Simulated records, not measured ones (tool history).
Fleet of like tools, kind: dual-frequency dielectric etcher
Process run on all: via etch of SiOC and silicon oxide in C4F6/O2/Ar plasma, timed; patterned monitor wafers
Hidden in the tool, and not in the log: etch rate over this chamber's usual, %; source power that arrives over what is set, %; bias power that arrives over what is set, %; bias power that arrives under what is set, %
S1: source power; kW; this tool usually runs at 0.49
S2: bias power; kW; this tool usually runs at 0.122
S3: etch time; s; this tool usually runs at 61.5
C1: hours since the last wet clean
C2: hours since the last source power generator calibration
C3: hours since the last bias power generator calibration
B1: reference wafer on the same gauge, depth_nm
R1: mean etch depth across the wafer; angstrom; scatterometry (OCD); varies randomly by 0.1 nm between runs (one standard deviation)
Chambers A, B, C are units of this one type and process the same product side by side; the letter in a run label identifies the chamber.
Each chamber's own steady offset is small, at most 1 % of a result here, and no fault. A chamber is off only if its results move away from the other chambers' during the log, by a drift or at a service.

At hour 0.8: chamber A: wet clean of the chamber.
Run 1A, hour 6.2: usual settings; C1 5.4; C2 2668.3; C3 1532.6; B1 58.892. Result: R1 669.34 angstrom.
Run 2B, hour 13.6: usual settings; C1 64.9; C2 1471.6; C3 776.2; B1 58.931. Result: R1 670.11 angstrom.
Run 3C, hour 21.6: usual settings; C1 304.5; C2 1281.6; C3 3308.6; B1 58.909. Result: R1 664.58 angstrom.
Run 4A, hour 26: usual settings; C1 25.2; C2 2688.1; C3 1552.4; B1 58.908. Result: R1 670.65 angstrom.
Run 5C, hour 34.5: usual settings; C1 317.4; C2 1294.5; C3 3321.5; B1 58.95. Result: R1 666.31 angstrom.
Run 6B, hour 42.3: usual settings; C1 93.6; C2 1500.3; C3 804.9; B1 58.965. Result: R1 669.56 angstrom.
Run 7C, hour 48: usual settings; C1 330.9; C2 1308; C3 3335; B1 58.957. Result: R1 666.3 angstrom.
Run 8B, hour 53.5: usual settings; C1 104.8; C2 1511.5; C3 816.1; B1 58.982. Result: R1 668.73 angstrom.
Run 9A, hour 57.5: usual settings; C1 56.7; C2 2719.6; C3 1583.9; B1 58.983. Result: R1 672.7 angstrom.
Run 10C, hour 62.8: usual settings; C1 345.7; C2 1322.8; C3 3349.8; B1 58.987. Result: R1 666.06 angstrom.
Run 11A, hour 69.6: usual settings; C1 68.8; C2 2731.7; C3 1596; B1 58.996. Result: R1 673.83 angstrom.
Run 12B, hour 76.7: usual settings; C1 128; C2 1534.7; C3 839.3; B1 59.013. Result: R1 670 angstrom.
Run 13A, hour 84.1: usual settings but S2 0.111 kW; C1 83.3; C2 2746.2; C3 1610.5; B1 59.032. Result: R1 655.29 angstrom.
Run 14B, hour 89.7: usual settings but S2 0.111 kW; C1 141; C2 1547.7; C3 852.3; B1 59.058. Result: R1 654 angstrom.
Run 15C, hour 96.4: usual settings but S2 0.111 kW; C1 379.3; C2 1356.4; C3 3383.4; B1 59.007. Result: R1 650.64 angstrom.
Run 16C, hour 103.8: usual settings; C1 386.7; C2 1363.8; C3 3390.8; B1 59.045. Result: R1 666.62 angstrom.
Run 17A, hour 112.8: usual settings; C1 112; C2 2774.9; C3 1639.2; B1 59.062. Result: R1 670.73 angstrom.
Run 18B, hour 120: usual settings but S1 0.43 kW; C1 171.3; C2 1578; C3 882.6; B1 59.056. Result: R1 639.05 angstrom.
Run 19A, hour 126.3: usual settings but S1 0.43 kW; C1 125.5; C2 2788.4; C3 1652.7; B1 59.078. Result: R1 640.01 angstrom.
Run 20B, hour 132.4: usual settings but S1 0.43 kW; C1 183.7; C2 1590.4; C3 895; B1 59.087. Result: R1 638.01 angstrom.
Run 21C, hour 139: usual settings; C1 421.9; C2 1399; C3 3426; B1 59.087. Result: R1 666.01 angstrom.
Run 22A, hour 148.1: usual settings; C1 147.3; C2 2810.2; C3 1674.5; B1 59.118. Result: R1 675.1 angstrom.
Run 23B, hour 152.5: usual settings; C1 203.8; C2 1610.5; C3 915.1; B1 59.107. Result: R1 672.28 angstrom.
Run 24C, hour 158: usual settings; C1 440.9; C2 1418; C3 3445; B1 59.112. Result: R1 664.96 angstrom.
Run 25C, hour 165: usual settings; C1 447.9; C2 1425; C3 3452; B1 59.138. Result: R1 666.41 angstrom.
Run 26B, hour 172.6: usual settings; C1 223.9; C2 1630.6; C3 935.2; B1 59.147. Result: R1 671.75 angstrom.
Run 27A, hour 179.6: usual settings but S2 0.101 kW; C1 178.8; C2 2841.7; C3 1706; B1 59.16. Result: R1 637.8 angstrom.
Run 28A, hour 188: usual settings but S2 0.101 kW; C1 187.2; C2 2850.1; C3 1714.4; B1 59.162. Result: R1 639.11 angstrom.
Run 29C, hour 192.3: usual settings but S2 0.101 kW; C1 475.2; C2 1452.3; C3 3479.3; B1 59.155. Result: R1 632.57 angstrom.
Run 30B, hour 200.4: usual settings; C1 251.7; C2 1658.4; C3 963; B1 59.168. Result: R1 671.99 angstrom.
Run 31C, hour 205.6: usual settings; C1 488.5; C2 1465.6; C3 3492.6; B1 59.18. Result: R1 669.42 angstrom.
At hour 214.3: chamber C: wet clean of the chamber.
Run 32A, hour 214.7: usual settings; C1 213.9; C2 2876.8; C3 1741.1; B1 59.194. Result: R1 675.06 angstrom.
Run 33B, hour 219.9: usual settings; C1 271.2; C2 1677.9; C3 982.5; B1 59.195. Result: R1 671.27 angstrom.
Run 34B, hour 224: usual settings; C1 275.3; C2 1682; C3 986.6; B1 59.199. Result: R1 674.45 angstrom.
Run 35C, hour 229: usual settings; C1 14.8; C2 1489; C3 3516; B1 59.203. Result: R1 668.19 angstrom.
Run 36A, hour 235.1: usual settings; C1 234.3; C2 2897.2; C3 1761.5; B1 59.209. Result: R1 675.08 angstrom.
Run 37C, hour 243.6: usual settings; C1 29.4; C2 1503.6; C3 3530.6; B1 59.201. Result: R1 668.05 angstrom.
Run 38A, hour 252.6: usual settings; C1 251.8; C2 2914.7; C3 1779; B1 59.26. Result: R1 673 angstrom.
Run 39B, hour 260: usual settings but S3 54 s; C1 311.3; C2 1718; C3 1022.6; B1 59.248. Result: R1 592.02 angstrom.

Does one chamber stand apart from the rest, does the shared gauge drift, or is all well apart from small per-chamber offsets? Give the chamber and the most likely cause, where there is one.

The shared gauge is drifting. All chambers look as if they move in step, but none is off.
Likeliest cause: gauge reads high (%) = 0.627.
